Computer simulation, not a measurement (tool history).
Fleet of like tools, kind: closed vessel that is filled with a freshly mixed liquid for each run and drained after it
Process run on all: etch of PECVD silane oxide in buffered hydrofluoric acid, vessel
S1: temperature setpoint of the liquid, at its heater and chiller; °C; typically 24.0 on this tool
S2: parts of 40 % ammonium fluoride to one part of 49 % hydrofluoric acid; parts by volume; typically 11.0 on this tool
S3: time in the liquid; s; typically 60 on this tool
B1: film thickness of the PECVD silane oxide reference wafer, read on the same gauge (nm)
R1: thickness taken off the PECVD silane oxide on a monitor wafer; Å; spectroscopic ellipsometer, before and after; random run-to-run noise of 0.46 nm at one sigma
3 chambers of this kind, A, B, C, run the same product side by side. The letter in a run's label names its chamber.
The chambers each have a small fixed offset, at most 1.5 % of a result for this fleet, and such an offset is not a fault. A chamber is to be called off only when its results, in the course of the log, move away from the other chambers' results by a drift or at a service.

{"run": "1C", "hour": 4.0, "S1": 24.0, "S2": 11.0, "S3": 60, "B1": 150.02, "R1": 838.73}
{"run": "2A", "hour": 9.7, "S1": 24.0, "S2": 11.0, "S3": 60, "B1": 150.02, "R1": 822.06}
{"run": "3B", "hour": 13.3, "S1": 24.0, "S2": 11.0, "S3": 60, "B1": 149.99, "R1": 848.31}
{"run": "4A", "hour": 19.0, "S1": 24.0, "S2": 11.0, "S3": 60, "B1": 150.0, "R1": 831.93}
{"run": "5B", "hour": 24.3, "S1": 24.0, "S2": 13.5, "S3": 60, "B1": 149.99, "R1": 696.03}
{"run": "6C", "hour": 29.0, "S1": 24.0, "S2": 13.5, "S3": 60, "B1": 149.98, "R1": 683.04}
{"run": "7B", "hour": 33.9, "S1": 24.0, "S2": 13.5, "S3": 60, "B1": 150.01, "R1": 702.33}
{"run": "8A", "hour": 38.2, "S1": 24.0, "S2": 11.0, "S3": 60, "B1": 150.0, "R1": 829.42}
{"hour": 40.8, "done": "chamber B: thermometer replaced"}
{"run": "9C", "hour": 44.0, "S1": 24.0, "S2": 11.0, "S3": 60, "B1": 150.0, "R1": 843.93}
{"run": "10B", "hour": 47.3, "S1": 24.0, "S2": 11.0, "S3": 60, "B1": 149.98, "R1": 854.92}
{"hour": 48.4, "done": "chamber A: thermometer replaced"}
{"run": "11C", "hour": 52.6, "S1": 24.0, "S2": 11.0, "S3": 60, "B1": 150.01, "R1": 842.96}
{"run": "12A", "hour": 56.4, "S1": 24.0, "S2": 11.0, "S3": 60, "B1": 150.02, "R1": 829.75}
{"run": "13A", "hour": 60.1, "S1": 24.0, "S2": 11.0, "S3": 60, "B1": 149.98, "R1": 825.44}
{"run": "14C", "hour": 64.6, "S1": 24.0, "S2": 11.0, "S3": 60, "B1": 150.01, "R1": 844.32}
{"run": "15B", "hour": 68.0, "S1": 24.0, "S2": 11.0, "S3": 60, "B1": 149.99, "R1": 857.83}
{"run": "16A", "hour": 74.4, "S1": 24.0, "S2": 11.0, "S3": 60, "B1": 149.99, "R1": 828.07}
{"run": "17B", "hour": 81.0, "S1": 24.0, "S2": 11.0, "S3": 60, "B1": 150.0, "R1": 855.22}
{"run": "18C", "hour": 88.2, "S1": 21.5, "S2": 11.0, "S3": 60, "B1": 150.0, "R1": 738.37}
{"run": "19B", "hour": 92.6, "S1": 21.5, "S2": 11.0, "S3": 60, "B1": 149.96, "R1": 751.75}
{"run": "20C", "hour": 97.9, "S1": 21.5, "S2": 11.0, "S3": 60, "B1": 150.0, "R1": 727.46}
{"run": "21A", "hour": 103.1, "S1": 24.0, "S2": 11.0, "S3": 60, "B1": 150.0, "R1": 829.22}
{"run": "22A", "hour": 107.8, "S1": 24.0, "S2": 11.0, "S3": 60, "B1": 149.97, "R1": 827.49}
{"run": "23C", "hour": 113.1, "S1": 24.0, "S2": 11.0, "S3": 60, "B1": 150.03, "R1": 839.14}
{"run": "24B", "hour": 118.5, "S1": 24.0, "S2": 11.0, "S3": 60, "B1": 149.97, "R1": 866.11}
{"run": "25B", "hour": 123.3, "S1": 24.0, "S2": 11.0, "S3": 60, "B1": 149.98, "R1": 868.05}

For the next run the whole fleet of 3 chambers uses the same settings. Give each chamber's results:
{"run": "26A", "hour": 128.5, "S1": 24.0, "S2": 11.0, "S3": 60, "R1": "?"}
{"run": "26B", "hour": 128.5, "S1": 24.0, "S2": 11.0, "S3": 60, "R1": "?"}
{"run": "26C", "hour": 128.5, "S1": 24.0, "S2": 11.0, "S3": 60, "R1": "?"}

run=26A R1=817.21
run=26B R1=876.78
run=26C R1=845.17
